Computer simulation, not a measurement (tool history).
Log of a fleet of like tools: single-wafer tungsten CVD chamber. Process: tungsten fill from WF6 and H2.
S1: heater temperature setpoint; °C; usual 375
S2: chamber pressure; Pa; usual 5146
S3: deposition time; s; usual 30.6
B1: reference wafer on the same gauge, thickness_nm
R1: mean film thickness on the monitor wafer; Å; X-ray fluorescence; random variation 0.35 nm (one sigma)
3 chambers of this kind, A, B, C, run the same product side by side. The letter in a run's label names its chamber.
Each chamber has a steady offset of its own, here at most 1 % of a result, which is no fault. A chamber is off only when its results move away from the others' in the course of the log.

run 1B day=0.138 | S1=375 S2=5146 S3=30.6 | B1=71.844 | R1=614.86
run 2C day=0.329 | S1=375 S2=5146 S3=30.6 | B1=71.893 | R1=608.71
run 3A day=0.446 | S1=375 S2=5146 S3=30.6 | B1=71.866 | R1=612.53
run 4B day=0.579 | S1=375 S2=5146 S3=30.6 | B1=71.89 | R1=614.99
run 5A day=0.717 | S1=375 S2=5146 S3=30.6 | B1=71.93 | R1=611.44
run 6C day=0.825 | S1=375 S2=5146 S3=30.6 | B1=71.906 | R1=604.56
run 7C day=1.008 | S1=375 S2=5146 S3=30.6 | B1=71.81 | R1=605.15
run 8A day=1.208 | S1=375 S2=5146 S3=30.6 | B1=71.892 | R1=618.48
run 9B day=1.408 | S1=375 S2=5146 S3=30.6 | B1=71.993 | R1=608.99
run 10B day=1.575 | S1=375 S2=5146 S3=30.6 | B1=71.854 | R1=615.9
run 11A day=1.696 | S1=375 S2=5146 S3=30.6 | B1=71.998 | R1=609.46
run 12C day=1.825 | S1=375 S2=5146 S3=30.6 | B1=71.923 | R1=605.07
run 13C day=1.938 | S1=375 S2=5146 S3=30.6 | B1=71.864 | R1=608.32
run 14A day=2.125 | S1=375 S2=5146 S3=30.6 | B1=71.996 | R1=616.31
run 15B day=2.304 | S1=375 S2=5146 S3=30.6 | B1=71.858 | R1=612.09
run 16A day=2.442 | S1=375 S2=5146 S3=30.6 | B1=71.865 | R1=610.46
run 17C day=2.646 | S1=375 S2=5146 S3=30.6 | B1=71.835 | R1=612.92
run 18B day=2.808 | S1=375 S2=5146 S3=30.6 | B1=71.805 | R1=616.28
run 19A day=2.992 | S1=375 S2=5146 S3=30.6 | B1=71.774 | R1=610.82
run 20B day=3.142 | S1=375 S2=5146 S3=30.6 | B1=71.823 | R1=611.63
run 21C day=3.271 | S1=375 S2=5146 S3=30.6 | B1=71.777 | R1=613.35
run 22B day=3.479 | S1=366 S2=5146 S3=30.6 | B1=71.979 | R1=509.97
run 23C day=3.617 | S1=366 S2=5146 S3=30.6 | B1=71.895 | R1=502.56
run 24A day=3.721 | S1=366 S2=5146 S3=30.6 | B1=71.877 | R1=502.84
run 25C day=3.908 | S1=388 S2=5146 S3=26.5 | B1=71.901 | R1=692.99

What goes on in this fleet: one chamber off, a drifting gauge, or nothing beyond the chambers' own small offsets? Name the chamber and the cause, if any.

No chamber stands off beyond its own small offset, and the gauge holds steady.

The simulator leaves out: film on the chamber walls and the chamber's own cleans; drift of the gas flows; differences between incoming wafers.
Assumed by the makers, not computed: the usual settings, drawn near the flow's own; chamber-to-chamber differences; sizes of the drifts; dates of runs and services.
